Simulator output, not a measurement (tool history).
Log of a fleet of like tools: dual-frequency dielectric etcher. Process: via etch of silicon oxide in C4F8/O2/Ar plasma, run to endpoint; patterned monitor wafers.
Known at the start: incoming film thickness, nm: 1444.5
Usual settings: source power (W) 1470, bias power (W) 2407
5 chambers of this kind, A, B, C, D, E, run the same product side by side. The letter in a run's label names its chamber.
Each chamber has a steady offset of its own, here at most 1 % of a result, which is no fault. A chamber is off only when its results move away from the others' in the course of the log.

run	hour	source power (W)	bias power (W)	endpoint time (s)
# hour 1.9: chamber D: wet clean of the chamber
1B	6.2	1470	2407	304.96
# hour 11.2: chamber B: wet clean of the chamber
2C	13.3	1470	2407	304.48
3E	17.3	1470	2407	305.77
4D	21.9	1470	2407	305.73
5A	30.1	1470	2407	304.06
6E	37.4	1470	2407	302.69
7B	43.6	1470	2407	304.92
8C	49.7	1770	1953	298.97
9A	55.4	1770	1953	302.48
# hour 61.3: chamber E: wet clean of the chamber
10D	63.6	1770	1953	301.68
11C	70.1	1770	1953	300.74
# hour 70.7: chamber C: wet clean of the chamber
12B	79.4	1770	1953	300.82
13E	87.3	1470	2407	300.69
14A	91.6	1470	2407	304.16
15D	97.4	1470	2407	304.65
16B	106.7	1470	2407	305.03
17D	113.8	1470	2407	303.74
18E	122.8	1820	2991	262.31
19A	128.1	1820	2991	263.72
20C	136.8	1820	2991	259.67
21B	143.4	1820	2991	263.72
22E	150.8	1820	2991	261.93
23C	155.3	1470	2407	304.88
# hour 155.9: chamber C: source power generator calibrated
24D	160	1470	2407	302.34
25A	164.3	1470	2407	301.88
26C	168.8	1470	2407	301.03
27E	174.4	1470	2407	304.76
28D	179.8	1820	2407	281.13
29A	186.8	1820	2407	281.42
30B	191.5	1820	2407	279.85
31E	199	1820	2407	279.43
32A	206.4	1820	2407	279.62
33B	212.7	1470	2407	307.04
34D	216.8	1470	2407	304.42
35C	222.7	1470	2407	303.55
36C	228.1	1120	2673	327.5
37B	234.8	1120	2673	327.25
38A	243.7	1120	2673	325.56
39E	248.7	1120	2673	324.6

Next, every chamber runs the same settings. What will each give?
40A	255.4	1470	2407	?
40B	255.4	1470	2407	?
40C	255.4	1470	2407	?
40D	255.4	1470	2407	?
40E	255.4	1470	2407	?

run	endpoint time (s)
40A	303.17
40B	305.16
40C	305.17
40D	305.81
40E	300.94
